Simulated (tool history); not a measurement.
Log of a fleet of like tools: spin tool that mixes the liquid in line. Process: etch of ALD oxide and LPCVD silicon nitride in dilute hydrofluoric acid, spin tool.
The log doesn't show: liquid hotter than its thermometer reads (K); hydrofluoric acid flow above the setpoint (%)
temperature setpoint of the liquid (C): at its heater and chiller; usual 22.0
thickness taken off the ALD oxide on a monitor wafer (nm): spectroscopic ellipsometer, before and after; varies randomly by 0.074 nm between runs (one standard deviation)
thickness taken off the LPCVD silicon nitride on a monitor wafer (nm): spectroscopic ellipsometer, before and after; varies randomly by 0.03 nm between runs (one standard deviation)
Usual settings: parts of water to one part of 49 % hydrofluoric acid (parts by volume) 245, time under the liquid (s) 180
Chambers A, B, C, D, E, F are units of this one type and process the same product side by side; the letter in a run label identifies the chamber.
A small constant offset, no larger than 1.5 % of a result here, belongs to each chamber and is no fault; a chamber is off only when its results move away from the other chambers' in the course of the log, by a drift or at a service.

run    day  temperature setpoint of the liquid (C)  parts of water to one part of 49 % hydrofluoric acid (parts by volume)  time under the liquid (s)  hours since the thermometer was replaced  hours since the hydrofluoric acid flow meter was replaced  read-back film thickness of the ALD oxide reference wafer, read on the same gauge (nm)  read-back film thickness of the LPCVD silicon nitride reference wafer, read on the same gauge (nm)  thickness taken off the ALD oxide on a monitor wafer (nm)  thickness taken off the LPCVD silicon nitride on a monitor wafer (nm)
 1C  0.142                                    22.0                                                                     245                        180                                     272.8                                                      515.2                                                                                  99.982                                                                                              120.00                                                     8.1003                                                                0.25355
 2A  0.242                                    22.0                                                                     245                        180                                     830.6                                                     1338.0                                                                                 100.020                                                                                              119.98                                                     8.2333                                                                0.33999
 3B  0.371                                    22.0                                                                     245                        180                                    1905.1                                                      619.8                                                                                 100.000                                                                                              120.01                                                     8.1682                                                                0.29512
 4F  0.538                                    22.0                                                                     245                        180                                    1992.1                                                       98.7                                                                                 100.010                                                                                              120.01                                                     8.1387                                                                0.26856
 5D  0.721                                    22.0                                                                     245                        180                                     855.1                                                      202.7                                                                                  99.999                                                                                              119.99                                                     8.1606                                                                0.28819
 6E  0.808                                    22.0                                                                     245                        180                                     101.5                                                      211.9                                                                                 100.020                                                                                              120.04                                                     8.1762                                                                0.25592
 7B  0.950                                    22.0                                                                     245                        180                                    1919.0                                                      633.7                                                                                  99.998                                                                                              120.02                                                     8.2058                                                                0.25566
 8E  1.129                                    22.0                                                                     245                        240                                     109.2                                                      219.6                                                                                 100.000                                                                                              120.03                                                    10.7980                                                                0.39268
 9A  1.296                                    22.0                                                                     245                        240                                     855.9                                                     1363.3                                                                                  99.987                                                                                              120.03                                                    10.7760                                                                0.31020
10C  1.388                                    22.0                                                                     245                        240                                     302.7                                                      545.1                                                                                  99.996                                                                                              119.97                                                    11.0800                                                                0.44084
11F  1.504                                    22.0                                                                     245                        240                                    2015.3                                                      121.9                                                                                 100.000                                                                                              119.96                                                    10.7010                                                                0.32386
12D  1.642                                    22.0                                                                     245                        240                                     877.2                                                      224.8                                                                                 100.010                                                                                              119.96                                                    10.9470                                                                0.36788
13E  1.758                                    22.0                                                                     245                        240                                     124.3                                                      234.7                                                                                  99.995                                                                                              120.00                                                    10.9060                                                                0.44649
14D  1.912                                    22.0                                                                     245                        180                                     883.7                                                      231.3                                                                                  99.995                                                                                              119.98                                                     8.3833                                                                0.28740
15F  2.092                                    22.0                                                                     245                        180                                    2029.4                                                      136.0                                                                                  99.982                                                                                              119.97                                                     8.1831                                                                0.28209
16C  2.246                                    22.0                                                                     245                        180                                     323.3                                                      565.7                                                                                 100.000                                                                                              120.00                                                     8.0677                                                                0.26999
17A  2.425                                    19.0                                                                     245                        180                                     883.0                                                     1390.4                                                                                  99.983                                                                                              119.96                                                     7.2436                                                                0.21045
18B  2.525                                    19.0                                                                     245                        180                                    1956.8                                                      671.5                                                                                 100.010                                                                                              120.00                                                     7.2462                                                                0.19524
19E  2.642                                    19.0                                                                     245                        180                                     145.5                                                      255.9                                                                                  99.991                                                                                              119.98                                                     7.2419                                                                0.22327
20A  2.729                                    19.0                                                                     245                        180                                     890.3                                                     1397.7                                                                                 100.030                                                                                              120.04                                                     7.3250                                                                0.24154
21C  2.858                                    19.0                                                                     245                        180                                     338.0                                                      580.4                                                                                  99.982                                                                                              120.05                                                     7.3542                                                                0.24968
22B  3.021                                    19.0                                                                     245                        180                                    1968.7                                                      683.4                                                                                  99.992                                                                                              119.96                                                     7.2110                                                                0.21348
23F  3.104                                    22.0                                                                     245                        180                                    2053.7                                                      160.3                                                                                  99.981                                                                                              120.03                                                     8.1546                                                                0.24771
24D  3.221                                    22.0                                                                     305                        115                                     915.1                                                      262.7                                                                                 100.010                                                                                              119.99                                                     4.2615                                                                0.17302
25E  3.392                                    22.0                                                                     305                        115                                     163.5                                                      273.9                                                                                  99.992                                                                                              120.02                                                     3.8940                                                                0.15701
26C  3.525                                    22.0                                                                     305                        115                                     354.0                                                      596.4                                                                                  99.996                                                                                              119.99                                                     3.9136                                                                0.14101
27A  3.650                                    22.0                                                                     305                        115                                     912.4                                                     1419.8                                                                                 100.000                                                                                              119.95                                                     3.9294                                                                0.13432
28B  3.800                                    22.0                                                                     305                        115                                    1987.4                                                      702.1                                                                                 100.000                                                                                              119.98                                                     3.9258                                                                0.12763
29F  3.962                                    22.0                                                                     305                        115                                    2074.3                                                      180.9                                                                                  99.998                                                                                              119.95                                                     3.9380                                                                0.14449
30D  4.104                                    22.0                                                                     245                        180                                     936.3                                                      283.9                                                                                 100.010                                                                                              120.03                                                     8.8493                                                                0.31714
31C  4.271                                    22.0                                                                     245                        180                                     371.9                                                      614.3                                                                                  99.982                                                                                              119.96                                                     8.1953                                                                0.26009
32D  4.375                                    22.0                                                                     245                        180                                     942.8                                                      290.4                                                                                  99.979                                                                                              119.99                                                     8.9149                                                                0.26730
33E  4.483                                    18.5                                                                     245                        130                                     189.7                                                      300.1                                                                                  99.986                                                                                              119.99                                                     5.1132                                                                0.15514
34B  4.608                                    18.5                                                                     245                        130                                    2006.8                                                      721.5                                                                                 100.020                                                                                              120.00                                                     5.2115                                                                0.17369
35F  4.692                                    18.5                                                                     245                        130                                    2091.8                                                      198.4                                                                                 100.020                                                                                              120.01                                                     5.1354                                                                0.16020
36A  4.800                                    18.5                                                                     245                        130                                     940.0                                                     1447.4                                                                                 100.010                                                                                              120.06                                                     5.1715                                                                0.17370
37A  4.933                                    18.5                                                                     245                        130                                     943.2                                                     1450.6                                                                                 100.000                                                                                              120.05                                                     5.1364                                                                0.13361
38E  5.067                                    18.5                                                                     245                        130                                     203.7                                                      314.1                                                                                 100.020                                                                                              120.00                                                     5.1211                                                                0.15527

Read the log: is a single chamber off, either drifting away or since a service, is the gauge that measures every chamber drifting, or is nothing wrong beyond small per-chamber offsets? Name any odd chamber and what most likely caused it.

Chamber D drifts away from the others.
Likeliest cause: hydrofluoric acid flow above the setpoint (%) = 10.4.

Below are 4 candidate recipes for chamber D's next run, each the usual settings with a change, their results shown as question marks. Which of them brings D's results back in line with what the other chambers give on the usual settings?
In line means no further than this from the other chambers' mean on the usual settings: thickness taken off the ALD oxide on a monitor wafer (nm) 0.2600; thickness taken off the LPCVD silicon nitride on a monitor wafer (nm) 0.11000
39D-1  5.196                                    21.5                                                                     225                        190                                                                                                                                                                                                                                                                                                                                                           ?                                                                      ?
39D-2  5.196                                    22.5                                                                     265                        170                                                                                                                                                                                                                                                                                                                                                           ?                                                                      ?
39D-3  5.196                                    21.0                                                                     205                        195                                                                                                                                                                                                                                                                                                                                                           ?                                                                      ?
39D-4  5.196                                    23.0                                                                     285                        160                                                                                                                                                                                                                                                                                                                                                           ?                                                                      ?

What the other chambers average on the usual settings: thickness taken off the ALD oxide on a monitor wafer (nm) 8.1140; thickness taken off the LPCVD silicon nitride on a monitor wafer (nm) 0.27758
  run  thickness taken off the ALD oxide on a monitor wafer (nm)  thickness taken off the LPCVD silicon nitride on a monitor wafer (nm)
39D-1                                                    10.6580                                                                0.34072
39D-2                                                     8.1001                                                                0.27672
39D-3                                                    12.0050                                                                0.37108
39D-4                                                     7.0860                                                                0.25000
With 39D-2, the chamber falls back in line with the rest.
